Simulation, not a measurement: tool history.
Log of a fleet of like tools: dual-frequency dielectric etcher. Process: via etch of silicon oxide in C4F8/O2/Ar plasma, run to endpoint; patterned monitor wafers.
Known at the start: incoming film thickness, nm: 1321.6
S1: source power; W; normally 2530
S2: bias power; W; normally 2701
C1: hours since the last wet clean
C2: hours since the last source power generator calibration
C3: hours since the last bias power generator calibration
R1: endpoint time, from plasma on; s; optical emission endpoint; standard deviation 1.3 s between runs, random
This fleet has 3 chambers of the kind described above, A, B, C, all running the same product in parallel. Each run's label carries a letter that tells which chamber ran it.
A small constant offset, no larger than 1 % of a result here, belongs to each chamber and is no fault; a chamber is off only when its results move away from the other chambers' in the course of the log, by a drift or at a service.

| run | hour | S1 | S2 | C1 | C2 | C3 | R1 |
|---|---|---|---|---|---|---|---|
| 1B | 7.2 | 2530 | 2701 | 547.6 | 819.8 | 4693.9 | 215.42 |
| 2A | 12.1 | 2530 | 2701 | 131.3 | 3800.2 | 870.1 | 218.91 |
| 3C | 17.6 | 2530 | 2701 | 196.5 | 1385.0 | 1097.9 | 217.34 |
| 4B | 24.3 | 2530 | 2701 | 564.7 | 836.9 | 4711.0 | 215.53 |
| 5C | 31.1 | 2530 | 2701 | 210.0 | 1398.5 | 1111.4 | 217.34 |
| 6A | 38.9 | 2530 | 2701 | 158.1 | 3827.0 | 896.9 | 217.87 |
| 7C | 44.8 | 2530 | 2701 | 223.7 | 1412.2 | 1125.1 | 216.46 |
| 8B | 48.4 | 2530 | 2701 | 588.8 | 861.0 | 4735.1 | 214.49 |
|  | 49.8 | chamber B: wet clean of the chamber |
| 9A | 54.9 | 2530 | 2701 | 174.1 | 3843.0 | 912.9 | 216.99 |
| 10A | 61.1 | 2530 | 2701 | 180.3 | 3849.2 | 919.1 | 218.77 |
| 11B | 66.1 | 2790 | 3263 | 16.4 | 878.7 | 4752.8 | 195.88 |
| 12C | 71.4 | 2790 | 3263 | 250.3 | 1438.8 | 1151.7 | 196.38 |
| 13B | 78.0 | 2790 | 3263 | 28.3 | 890.6 | 4764.7 | 195.90 |
| 14C | 85.3 | 2530 | 2701 | 264.2 | 1452.7 | 1165.6 | 218.51 |
| 15A | 89.4 | 2340 | 2247 | 208.6 | 3877.5 | 947.4 | 238.88 |
| 16A | 94.2 | 2340 | 2247 | 213.4 | 3882.3 | 952.2 | 236.69 |
| 17B | 99.2 | 2340 | 2247 | 49.5 | 911.8 | 4785.9 | 234.59 |
|  | 101.9 | chamber B: bias power generator calibrated |
| 18C | 103.5 | 2530 | 2701 | 282.4 | 1470.9 | 1183.8 | 216.33 |
| 19B | 107.8 | 2530 | 2701 | 58.1 | 920.4 | 5.9 | 214.07 |
| 20C | 114.2 | 2530 | 2701 | 293.1 | 1481.6 | 1194.5 | 217.66 |
| 21A | 122.0 | 2530 | 2701 | 241.2 | 3910.1 | 980.0 | 217.49 |
| 22B | 126.0 | 2530 | 2701 | 76.3 | 938.6 | 24.1 | 215.62 |
| 23A | 133.5 | 2530 | 2701 | 252.7 | 3921.6 | 991.5 | 218.75 |
| 24C | 137.7 | 2530 | 2701 | 316.6 | 1505.1 | 1218.0 | 215.99 |
| 25A | 143.9 | 2530 | 2701 | 263.1 | 3932.0 | 1001.9 | 218.76 |
| 26C | 151.7 | 2530 | 2701 | 330.6 | 1519.1 | 1232.0 | 218.62 |
| 27B | 155.2 | 2530 | 2701 | 105.5 | 967.8 | 53.3 | 215.21 |
| 28C | 159.8 | 2280 | 2975 | 338.7 | 1527.2 | 1240.1 | 219.79 |
| 29A | 163.5 | 2280 | 2975 | 282.7 | 3951.6 | 1021.5 | 221.12 |
| 30B | 167.6 | 2280 | 2975 | 117.9 | 980.2 | 65.7 | 217.09 |
| 31C | 173.3 | 2530 | 2701 | 352.2 | 1540.7 | 1253.6 | 215.99 |
| 32B | 177.7 | 2530 | 2701 | 128.0 | 990.3 | 75.8 | 215.29 |
| 33A | 182.3 | 2530 | 2701 | 301.5 | 3970.4 | 1040.3 | 216.52 |
| 34C | 187.6 | 2530 | 2701 | 366.5 | 1555.0 | 1267.9 | 216.90 |
| 35B | 192.9 | 2530 | 2701 | 143.2 | 1005.5 | 91.0 | 212.96 |

Does one chamber stand apart from the rest, does the shared gauge drift, or is all well apart from small per-chamber offsets? Give the chamber and the most likely cause, where there is one.

Nothing is wrong: each chamber keeps only its own small, steady offset and the gauge holds still.

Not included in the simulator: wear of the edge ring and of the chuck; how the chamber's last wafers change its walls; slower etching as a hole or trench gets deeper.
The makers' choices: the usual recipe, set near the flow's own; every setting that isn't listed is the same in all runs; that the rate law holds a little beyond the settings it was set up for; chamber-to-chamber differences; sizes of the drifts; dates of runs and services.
